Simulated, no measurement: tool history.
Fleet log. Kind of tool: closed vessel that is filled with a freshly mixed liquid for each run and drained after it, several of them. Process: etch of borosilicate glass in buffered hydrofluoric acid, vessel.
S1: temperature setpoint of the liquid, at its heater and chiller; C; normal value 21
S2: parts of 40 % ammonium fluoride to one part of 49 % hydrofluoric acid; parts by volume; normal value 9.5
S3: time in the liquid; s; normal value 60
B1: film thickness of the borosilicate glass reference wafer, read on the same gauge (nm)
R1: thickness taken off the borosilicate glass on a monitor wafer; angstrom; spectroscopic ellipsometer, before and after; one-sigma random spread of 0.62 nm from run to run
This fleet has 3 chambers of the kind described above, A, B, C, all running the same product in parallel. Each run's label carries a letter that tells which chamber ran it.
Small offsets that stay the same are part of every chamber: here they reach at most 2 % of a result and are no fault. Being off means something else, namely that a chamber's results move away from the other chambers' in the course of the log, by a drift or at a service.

run	day	S1	S2	S3	B1	R1
1B	0.175	21	9.5	60	100.01	656.13
2A	0.375	21	9.5	60	99.997	636.86
3C	0.6	21	9.5	60	99.992	660.08
4C	0.854	21	9.5	60	100	661.24
5B	1.021	21	9.5	60	99.984	650.71
6A	1.312	21	9.5	60	100	656.96
7C	1.483	21	9.5	60	100	660.53
8A	1.754	21	9.5	60	100	635.32
9B	1.992	21	9.5	60	100.01	641.25
10C	2.2	21	9.5	60	99.991	669.54
11A	2.404	21	9.5	60	99.985	637.6
12B	2.617	21	9.5	60	99.976	625.49
13A	2.912	21	9.5	60	100.01	645.44
14B	3.196	21	9.5	60	100.02	645.15
15C	3.396	21	9.5	60	99.989	649.53
16A	3.654	21	11.5	40	99.999	361.44
17C	3.904	21	11.5	40	100.01	370.41
18B	4.158	21	11.5	40	100	350.09
19C	4.383	21	9.5	60	100	669.02
20A	4.608	21	9.5	60	99.996	637.99
21B	4.808	21	9.5	60	99.993	628.32
22C	5.058	21	9.5	60	100	659.12
23A	5.225	21	9.5	60	99.987	642.38
# day 5.504: chamber A: hydrofluoric acid flow meter replaced
24B	5.521	21	9.5	60	99.998	616.65
25B	5.671	21	9.5	60	100	615.05
26A	5.925	21	9.5	60	100	647.51
27C	6.183	21	9.5	60	99.999	650.31
28B	6.35	21	9.5	60	99.994	619.92
29A	6.575	21	9.5	60	100	645.6
30C	6.779	21	9.5	60	100.01	660.43
31C	7.108	21	9.5	60	99.998	660.66
32B	7.321	21	9.5	60	100	606.93
33A	7.638	19.5	12.5	60	100	459.09
34B	7.854	19.5	12.5	60	99.991	427.47
35C	8.112	19.5	12.5	60	99.982	471.44
36A	8.279	21	9.5	60	100.02	640.18
37A	8.546	21	9.5	60	100.01	627.8
38B	8.804	21	9.5	60	99.993	599.84
39C	8.958	21	9.5	60	99.988	658.59
40B	9.267	21	9.5	60	99.986	598.58

One chamber off, gauge drift, or nothing amiss beyond the chambers' own small offsets? If it is a chamber, which one, and what is the likeliest cause?

One chamber, B, drifts off from the rest bit by bit.
Most likely cause: liquid colder than its thermometer reads (K) = 1.75.
The log may not tell that from: hydrofluoric acid flow below the setpoint (%).

Chamber B could run next with any of the 4 candidate recipes listed below; each alters the usual settings, and their results appear as question marks. Which one brings its results back in line with what the other chambers deliver on the usual settings?
In line means no further than this from the other chambers' mean on the usual settings: R1 21 angstrom
41B-1	9.504	21	9.5	65		?
41B-2	9.504	21	9.5	55		?
41B-3	9.504	20.5	10	55		?
41B-4	9.504	21	9.5	70		?

Average result of the remaining chambers running the usual settings: R1 647.53 angstrom
run	R1
41B-1	638.98
41B-2	540.67
41B-3	508.47
41B-4	688.13
Change 41B-1 lands the chamber within the allowed miss of the other chambers.

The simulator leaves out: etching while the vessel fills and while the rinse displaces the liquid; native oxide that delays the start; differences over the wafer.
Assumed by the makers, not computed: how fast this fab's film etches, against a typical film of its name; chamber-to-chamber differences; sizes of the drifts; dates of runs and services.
